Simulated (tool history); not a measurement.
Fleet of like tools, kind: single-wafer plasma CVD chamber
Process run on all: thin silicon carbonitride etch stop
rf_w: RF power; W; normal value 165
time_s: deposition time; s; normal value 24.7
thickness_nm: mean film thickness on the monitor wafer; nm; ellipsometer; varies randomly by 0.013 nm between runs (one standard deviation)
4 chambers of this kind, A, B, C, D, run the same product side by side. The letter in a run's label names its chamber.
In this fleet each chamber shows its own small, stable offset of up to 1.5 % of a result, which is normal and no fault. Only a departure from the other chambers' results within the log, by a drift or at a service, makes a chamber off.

run	hour	rf_w	time_s	read-back reference wafer on the same gauge, thickness_nm	thickness_nm
1D	8.1	165	24.7	11.498	13.234
2B	14.5	165	24.7	11.5	13.283
3C	20.1	165	24.7	11.495	13.105
4A	26.1	165	24.7	11.498	13.241
5D	31.9	165	24.7	11.495	13.244
6C	36.3	165	24.7	11.49	13.087
7B	43.8	165	23	11.491	12.361
8A	51.8	165	23	11.491	12.351
9C	61.2	165	23	11.491	12.18
10D	68.6	165	23	11.487	12.322
11B	73.3	165	24.7	11.486	13.249
12A	78.5	165	24.7	11.486	13.224
13A	84.5	140	22.6	11.489	11.552
14D	92.4	140	22.6	11.486	11.509
15B	101	140	22.6	11.482	11.537
16C	105.2	140	22.6	11.484	11.396
17C	113.5	165	24.7	11.48	13.061
18D	122.8	165	24.7	11.481	13.209
19B	127.4	165	24.7	11.48	13.263
20A	135.5	165	24.7	11.475	13.247
21B	141	165	24.7	11.477	13.252
22A	147.9	165	24.7	11.475	13.23
23C	155	165	22.3	11.473	11.799
24D	162.8	165	22.3	11.476	11.905
25A	168.5	165	22.3	11.473	11.933
26D	174.8	165	22.3	11.471	11.919
27C	183.2	165	24.7	11.469	13.075
28B	189.6	165	24.7	11.468	13.237
29D	194.7	165	24.7	11.467	13.2
30A	201	165	24.7	11.466	13.244
31B	207.8	165	24.7	11.465	13.242
32C	213.6	165	24.7	11.463	13.063
33A	219.6	165	24.7	11.463	13.231
34D	224	165	24.7	11.466	13.184
35C	231.9	165	24.7	11.459	13.058
36B	239.8	165	24.7	11.46	13.239
37B	249.3	165	24.7	11.459	13.218
38A	258.7	165	24.7	11.458	13.217
39D	267.3	165	24.7	11.455	13.225
40C	272.3	165	24.7	11.454	13.07
41D	278.7	165	24.7	11.455	13.172
42C	283.1	165	24.7	11.456	13.046

All 4 chambers run these settings next. Forecast each chamber's results:
43A	289.9	165	24.7		?
43B	289.9	165	24.7		?
43C	289.9	165	24.7		?
43D	289.9	165	24.7		?

run	thickness_nm
43A	13.209
43B	13.226
43C	13.035
43D	13.18

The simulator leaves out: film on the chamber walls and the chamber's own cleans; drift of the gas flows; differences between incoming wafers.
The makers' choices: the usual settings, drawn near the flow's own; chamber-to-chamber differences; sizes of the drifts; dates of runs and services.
